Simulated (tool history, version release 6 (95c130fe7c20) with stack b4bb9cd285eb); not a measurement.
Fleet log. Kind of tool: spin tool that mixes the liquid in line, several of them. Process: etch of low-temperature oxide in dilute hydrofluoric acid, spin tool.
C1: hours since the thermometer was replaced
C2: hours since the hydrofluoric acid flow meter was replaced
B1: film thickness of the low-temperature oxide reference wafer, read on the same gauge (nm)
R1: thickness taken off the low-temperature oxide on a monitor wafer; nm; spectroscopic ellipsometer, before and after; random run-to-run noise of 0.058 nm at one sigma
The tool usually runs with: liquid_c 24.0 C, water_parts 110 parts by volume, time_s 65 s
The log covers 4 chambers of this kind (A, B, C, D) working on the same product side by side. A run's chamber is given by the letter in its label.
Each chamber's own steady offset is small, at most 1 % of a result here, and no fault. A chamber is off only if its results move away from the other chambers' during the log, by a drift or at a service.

run 1C hour=3.3 | liquid_c=24.0 water_parts=110 time_s=65 | C1=542.0 C2=804.3 | B1=69.991 | R1=8.0644
run 2B hour=8.5 | liquid_c=24.0 water_parts=110 time_s=65 | C1=1051.0 C2=338.8 | B1=69.999 | R1=7.8998
run 3D hour=13.0 | liquid_c=24.0 water_parts=110 time_s=65 | C1=1207.5 C2=134.7 | B1=69.992 | R1=8.0723
run 4A hour=19.0 | liquid_c=24.0 water_parts=110 time_s=65 | C1=565.5 C2=192.7 | B1=70.004 | R1=8.0239
run 5A hour=24.0 | liquid_c=24.0 water_parts=110 time_s=65 | C1=570.5 C2=197.7 | B1=70.009 | R1=7.9934
run 6C hour=29.9 | liquid_c=24.0 water_parts=110 time_s=65 | C1=568.6 C2=830.9 | B1=70.000 | R1=8.0141
run 7D hour=34.6 | liquid_c=24.0 water_parts=110 time_s=65 | C1=1229.1 C2=156.3 | B1=70.000 | R1=7.8440
run 8B hour=40.6 | liquid_c=24.0 water_parts=110 time_s=65 | C1=1083.1 C2=370.9 | B1=70.033 | R1=7.9261
run 9C hour=44.7 | liquid_c=24.0 water_parts=110 time_s=65 | C1=583.4 C2=845.7 | B1=69.994 | R1=8.0434
run 10A hour=49.5 | liquid_c=24.0 water_parts=110 time_s=65 | C1=596.0 C2=223.2 | B1=69.987 | R1=8.0273
-- hour=55.2 chamber A: thermometer replaced
run 11D hour=55.4 | liquid_c=24.0 water_parts=110 time_s=65 | C1=1249.9 C2=177.1 | B1=69.976 | R1=7.9814
run 12B hour=58.9 | liquid_c=27.5 water_parts=110 time_s=65 | C1=1101.4 C2=389.2 | B1=69.995 | R1=9.0593
run 13D hour=62.7 | liquid_c=27.5 water_parts=110 time_s=65 | C1=1257.2 C2=184.4 | B1=69.993 | R1=9.1044
run 14B hour=66.3 | liquid_c=27.5 water_parts=110 time_s=65 | C1=1108.8 C2=396.6 | B1=69.990 | R1=9.2078
run 15A hour=72.3 | liquid_c=27.5 water_parts=110 time_s=65 | C1=17.2 C2=246.0 | B1=69.993 | R1=9.2154
run 16C hour=77.4 | liquid_c=24.0 water_parts=110 time_s=65 | C1=616.1 C2=878.4 | B1=70.015 | R1=8.0095
run 17A hour=81.8 | liquid_c=24.0 water_parts=110 time_s=65 | C1=26.7 C2=255.5 | B1=69.994 | R1=8.0573
run 18D hour=85.4 | liquid_c=24.0 water_parts=110 time_s=65 | C1=1279.9 C2=207.1 | B1=70.013 | R1=8.0585
run 19B hour=90.2 | liquid_c=24.0 water_parts=110 time_s=65 | C1=1132.7 C2=420.5 | B1=69.999 | R1=7.9982
run 20C hour=94.5 | liquid_c=24.0 water_parts=110 time_s=65 | C1=633.2 C2=895.5 | B1=70.001 | R1=8.0753
run 21C hour=100.0 | liquid_c=24.0 water_parts=110 time_s=65 | C1=638.7 C2=901.0 | B1=70.028 | R1=7.9030
run 22B hour=104.2 | liquid_c=24.0 water_parts=110 time_s=65 | C1=1146.7 C2=434.5 | B1=70.028 | R1=7.9185
run 23D hour=108.9 | liquid_c=24.0 water_parts=110 time_s=65 | C1=1303.4 C2=230.6 | B1=70.019 | R1=8.2436
run 24A hour=112.7 | liquid_c=24.0 water_parts=110 time_s=65 | C1=57.6 C2=286.4 | B1=70.017 | R1=8.0233
run 25D hour=116.2 | liquid_c=26.0 water_parts=140 time_s=65 | C1=1310.7 C2=237.9 | B1=69.994 | R1=6.8492
run 26A hour=120.3 | liquid_c=26.0 water_parts=140 time_s=65 | C1=65.2 C2=294.0 | B1=70.000 | R1=6.5638
run 27B hour=126.2 | liquid_c=26.0 water_parts=140 time_s=65 | C1=1168.7 C2=456.5 | B1=69.975 | R1=6.4680
run 28C hour=130.1 | liquid_c=26.0 water_parts=140 time_s=65 | C1=668.8 C2=931.1 | B1=70.008 | R1=6.5517
run 29D hour=134.1 | liquid_c=24.0 water_parts=110 time_s=65 | C1=1328.6 C2=255.8 | B1=69.986 | R1=8.4856
run 30A hour=138.1 | liquid_c=24.0 water_parts=110 time_s=65 | C1=83.0 C2=311.8 | B1=70.016 | R1=7.9697
run 31B hour=142.7 | liquid_c=24.0 water_parts=110 time_s=65 | C1=1185.2 C2=473.0 | B1=69.996 | R1=7.8706
run 32C hour=148.7 | liquid_c=24.0 water_parts=110 time_s=65 | C1=687.4 C2=949.7 | B1=69.998 | R1=7.9903
run 33D hour=154.9 | liquid_c=24.0 water_parts=110 time_s=65 | C1=1349.4 C2=276.6 | B1=69.973 | R1=8.6684
run 34B hour=157.9 | liquid_c=24.0 water_parts=110 time_s=65 | C1=1200.4 C2=488.2 | B1=70.014 | R1=7.8342
run 35C hour=164.2 | liquid_c=28.0 water_parts=70 time_s=65 | C1=702.9 C2=965.2 | B1=70.001 | R1=15.5030
run 36A hour=167.1 | liquid_c=28.0 water_parts=70 time_s=65 | C1=112.0 C2=340.8 | B1=69.993 | R1=15.2810
run 37B hour=170.6 | liquid_c=28.0 water_parts=70 time_s=65 | C1=1213.1 C2=500.9 | B1=70.004 | R1=15.2370

Decide between three cases: one chamber stands off from its peers, the gauge reading all wafers drifts, or nothing is wrong past each chamber's small offset. Where a chamber is off, say which and what most likely put it there.

It is chamber D that slowly wanders off from its peers.
Most likely cause: hydrofluoric acid flow above the setpoint (%) = 9.21.
Not necessarily distinguishable in this log from: liquid hotter than its thermometer reads (K).

Chamber D could run next with any of the 4 candidate recipes listed below; each alters the usual settings, and their results appear as question marks. Which one brings its results back in line with what the other chambers deliver on the usual settings?
In line here means within this much of the mean the other chambers give on the usual settings: R1 0.2000 nm
run 38D-1 hour=175.2 | liquid_c=24.0 water_parts=110 time_s=80 | R1=?
run 38D-2 hour=175.2 | liquid_c=23.5 water_parts=120 time_s=60 | R1=?
run 38D-3 hour=175.2 | liquid_c=24.5 water_parts=110 time_s=70 | R1=?
run 38D-4 hour=175.2 | liquid_c=24.0 water_parts=120 time_s=65 | R1=?

The mean the other chambers reach with the usual settings: R1 7.9848 nm
run=38D-1 R1=10.8580
run=38D-2 R1=7.2346
run=38D-3 R1=9.6864
run=38D-4 R1=7.9903
The right change is 38D-4: it brings the chamber back within the allowed miss of the others.
